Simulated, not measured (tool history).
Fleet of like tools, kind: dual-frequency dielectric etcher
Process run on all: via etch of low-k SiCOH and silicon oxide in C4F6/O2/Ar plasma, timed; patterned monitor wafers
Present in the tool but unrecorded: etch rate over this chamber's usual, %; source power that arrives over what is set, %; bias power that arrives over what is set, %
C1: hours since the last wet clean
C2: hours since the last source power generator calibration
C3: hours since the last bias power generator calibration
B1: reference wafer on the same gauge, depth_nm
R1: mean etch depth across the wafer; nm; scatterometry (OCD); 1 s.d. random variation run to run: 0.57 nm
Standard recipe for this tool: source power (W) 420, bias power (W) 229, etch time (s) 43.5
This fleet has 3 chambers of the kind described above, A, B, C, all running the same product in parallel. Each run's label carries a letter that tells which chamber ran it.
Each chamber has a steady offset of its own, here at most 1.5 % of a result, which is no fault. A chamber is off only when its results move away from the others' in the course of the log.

run 1B hour=13.5 | source_power_(W)=420 bias_power_(W)=229 etch_time_(s)=43.5 | C1=145.3 C2=492.4 C3=3609.9 | B1=142.86 | R1=125.01
run 2C hour=24 | source_power_(W)=420 bias_power_(W)=229 etch_time_(s)=43.5 | C1=242.6 C2=438.2 C3=816.8 | B1=142.98 | R1=124.54
run 3A hour=39.6 | source_power_(W)=420 bias_power_(W)=229 etch_time_(s)=43.5 | C1=114.5 C2=1881.8 C3=823 | B1=142.95 | R1=123.77
run 4B hour=51.4 | source_power_(W)=420 bias_power_(W)=229 etch_time_(s)=43.5 | C1=183.2 C2=530.3 C3=3647.8 | B1=143.06 | R1=123.93
run 5C hour=58.5 | source_power_(W)=420 bias_power_(W)=229 etch_time_(s)=43.5 | C1=277.1 C2=472.7 C3=851.3 | B1=143.05 | R1=124.9
run 6A hour=68.9 | source_power_(W)=420 bias_power_(W)=229 etch_time_(s)=43.5 | C1=143.8 C2=1911.1 C3=852.3 | B1=142.91 | R1=123.28
run 7B hour=83.3 | source_power_(W)=420 bias_power_(W)=229 etch_time_(s)=43.5 | C1=215.1 C2=562.2 C3=3679.7 | B1=143.01 | R1=123.86
run 8C hour=91.9 | source_power_(W)=420 bias_power_(W)=229 etch_time_(s)=43.5 | C1=310.5 C2=506.1 C3=884.7 | B1=143.09 | R1=125.59
run 9A hour=106.2 | source_power_(W)=420 bias_power_(W)=279 etch_time_(s)=43.5 | C1=181.1 C2=1948.4 C3=889.6 | B1=142.93 | R1=131.85
run 10B hour=117.6 | source_power_(W)=420 bias_power_(W)=279 etch_time_(s)=43.5 | C1=249.4 C2=596.5 C3=3714 | B1=143.06 | R1=133.6
run 11C hour=131.9 | source_power_(W)=420 bias_power_(W)=279 etch_time_(s)=43.5 | C1=350.5 C2=546.1 C3=924.7 | B1=143.24 | R1=133.83
run 12A hour=140.3 | source_power_(W)=420 bias_power_(W)=229 etch_time_(s)=43.5 | C1=215.2 C2=1982.5 C3=923.7 | B1=142.98 | R1=123.56
run 13C hour=152.8 | source_power_(W)=420 bias_power_(W)=229 etch_time_(s)=43.5 | C1=371.4 C2=567 C3=945.6 | B1=143.02 | R1=125.05
run 14A hour=168.7 | source_power_(W)=480 bias_power_(W)=199 etch_time_(s)=43.5 | C1=243.6 C2=2010.9 C3=952.1 | B1=143.09 | R1=123.72
run 15B hour=178.4 | source_power_(W)=480 bias_power_(W)=199 etch_time_(s)=43.5 | C1=310.2 C2=657.3 C3=3774.8 | B1=143.04 | R1=126.63
run 16C hour=189.4 | source_power_(W)=480 bias_power_(W)=199 etch_time_(s)=43.5 | C1=408 C2=603.6 C3=982.2 | B1=143.02 | R1=125.86
run 17A hour=204.6 | source_power_(W)=420 bias_power_(W)=229 etch_time_(s)=43.5 | C1=279.5 C2=2046.8 C3=988 | B1=143.13 | R1=124.43
run 18B hour=213.3 | source_power_(W)=420 bias_power_(W)=229 etch_time_(s)=43.5 | C1=345.1 C2=692.2 C3=3809.7 | B1=142.98 | R1=125.19
run 19B hour=221 | source_power_(W)=420 bias_power_(W)=229 etch_time_(s)=43.5 | C1=352.8 C2=699.9 C3=3817.4 | B1=143.19 | R1=124.87
run 20A hour=228.1 | source_power_(W)=420 bias_power_(W)=229 etch_time_(s)=43.5 | C1=303 C2=2070.3 C3=1011.5 | B1=143.14 | R1=123.75
-- hour=239 chamber B: wet clean of the chamber
run 21C hour=239.5 | source_power_(W)=420 bias_power_(W)=229 etch_time_(s)=43.5 | C1=458.1 C2=653.7 C3=1032.3 | B1=143.17 | R1=125.28
run 22B hour=247 | source_power_(W)=420 bias_power_(W)=229 etch_time_(s)=43.5 | C1=8 C2=725.9 C3=3843.4 | B1=142.93 | R1=124.45
run 23C hour=258.5 | source_power_(W)=420 bias_power_(W)=229 etch_time_(s)=43.5 | C1=477.1 C2=672.7 C3=1051.3 | B1=142.88 | R1=124.93
run 24A hour=269.6 | source_power_(W)=420 bias_power_(W)=229 etch_time_(s)=43.5 | C1=344.5 C2=2111.8 C3=1053 | B1=143.09 | R1=124.21
run 25C hour=283.8 | source_power_(W)=420 bias_power_(W)=229 etch_time_(s)=43.5 | C1=502.4 C2=698 C3=1076.6 | B1=143.05 | R1=124.61
-- hour=290 chamber C: wet clean of the chamber
run 26A hour=294.5 | source_power_(W)=500 bias_power_(W)=229 etch_time_(s)=31.5 | C1=369.4 C2=2136.7 C3=1077.9 | B1=142.79 | R1=95.066
run 27B hour=302 | source_power_(W)=500 bias_power_(W)=229 etch_time_(s)=31.5 | C1=63 C2=780.9 C3=3898.4 | B1=143.06 | R1=96.539
run 28A hour=318.2 | source_power_(W)=500 bias_power_(W)=229 etch_time_(s)=31.5 | C1=393.1 C2=2160.4 C3=1101.6 | B1=142.98 | R1=95.847
-- hour=323.9 chamber B: bias power generator calibrated
run 29C hour=326.9 | source_power_(W)=420 bias_power_(W)=229 etch_time_(s)=43.5 | C1=37 C2=741.1 C3=1119.7 | B1=142.98 | R1=127.79
run 30B hour=339.8 | source_power_(W)=420 bias_power_(W)=229 etch_time_(s)=43.5 | C1=100.8 C2=818.7 C3=16 | B1=142.84 | R1=124.47
run 31A hour=355.6 | source_power_(W)=420 bias_power_(W)=229 etch_time_(s)=43.5 | C1=430.5 C2=2197.8 C3=1139 | B1=143.09 | R1=124.24
-- hour=358.4 chamber A: wet clean of the chamber
run 32C hour=368.9 | source_power_(W)=420 bias_power_(W)=229 etch_time_(s)=43.5 | C1=79 C2=783.1 C3=1161.7 | B1=143.11 | R1=129.36
run 33B hour=384.8 | source_power_(W)=420 bias_power_(W)=229 etch_time_(s)=43.5 | C1=145.8 C2=863.7 C3=61 | B1=142.92 | R1=124.21
run 34C hour=396.1 | source_power_(W)=420 bias_power_(W)=269 etch_time_(s)=55 | C1=106.2 C2=810.3 C3=1188.9 | B1=142.82 | R1=171.67
run 35B hour=403.4 | source_power_(W)=420 bias_power_(W)=269 etch_time_(s)=55 | C1=164.4 C2=882.3 C3=79.6 | B1=142.79 | R1=164.73
run 36A hour=412.1 | source_power_(W)=420 bias_power_(W)=269 etch_time_(s)=55 | C1=53.8 C2=2254.3 C3=1195.5 | B1=142.96 | R1=164.4
run 37B hour=424.6 | source_power_(W)=420 bias_power_(W)=229 etch_time_(s)=43.5 | C1=185.6 C2=903.5 C3=100.8 | B1=143.1 | R1=124.61
run 38C hour=436.5 | source_power_(W)=420 bias_power_(W)=229 etch_time_(s)=43.5 | C1=146.6 C2=850.7 C3=1229.3 | B1=143.03 | R1=127.51
run 39A hour=447.2 | source_power_(W)=420 bias_power_(W)=229 etch_time_(s)=43.5 | C1=88.9 C2=2289.4 C3=1230.6 | B1=142.99 | R1=124.83
run 40A hour=457.4 | source_power_(W)=420 bias_power_(W)=229 etch_time_(s)=43.5 | C1=99.1 C2=2299.6 C3=1240.8 | B1=143.08 | R1=124.73

Is one chamber off against the others, does the gauge drift, or is nothing wrong? If a chamber is off, say which, and what the likeliest cause is.

After it was serviced, chamber C no longer matches the other chambers.
Likeliest cause: etch rate over this chamber's usual, % = 2.44.

Here are 4 candidates for chamber C's next run, each the usual settings with a change, their results left as question marks. Which one brings its results back in line with what the others give on the usual settings?
In-line tolerance around the mean of the other chambers on the usual settings: R1 2 nm
run 41C-1 hour=469 | source_power_(W)=420 bias_power_(W)=230 etch_time_(s)=44.5 | R1=?
run 41C-2 hour=469 | source_power_(W)=420 bias_power_(W)=209 etch_time_(s)=43.5 | R1=?
run 41C-3 hour=469 | source_power_(W)=420 bias_power_(W)=232 etch_time_(s)=46 | R1=?
run 41C-4 hour=469 | source_power_(W)=420 bias_power_(W)=229 etch_time_(s)=41 | R1=?

Other chambers, usual settings, mean: R1 124.2 nm
run=41C-1 R1=130.73
run=41C-2 R1=123.78
run=41C-3 R1=135.53
run=41C-4 R1=120.27
The answer is 41C-2, which returns the chamber to within the allowed miss of the others.

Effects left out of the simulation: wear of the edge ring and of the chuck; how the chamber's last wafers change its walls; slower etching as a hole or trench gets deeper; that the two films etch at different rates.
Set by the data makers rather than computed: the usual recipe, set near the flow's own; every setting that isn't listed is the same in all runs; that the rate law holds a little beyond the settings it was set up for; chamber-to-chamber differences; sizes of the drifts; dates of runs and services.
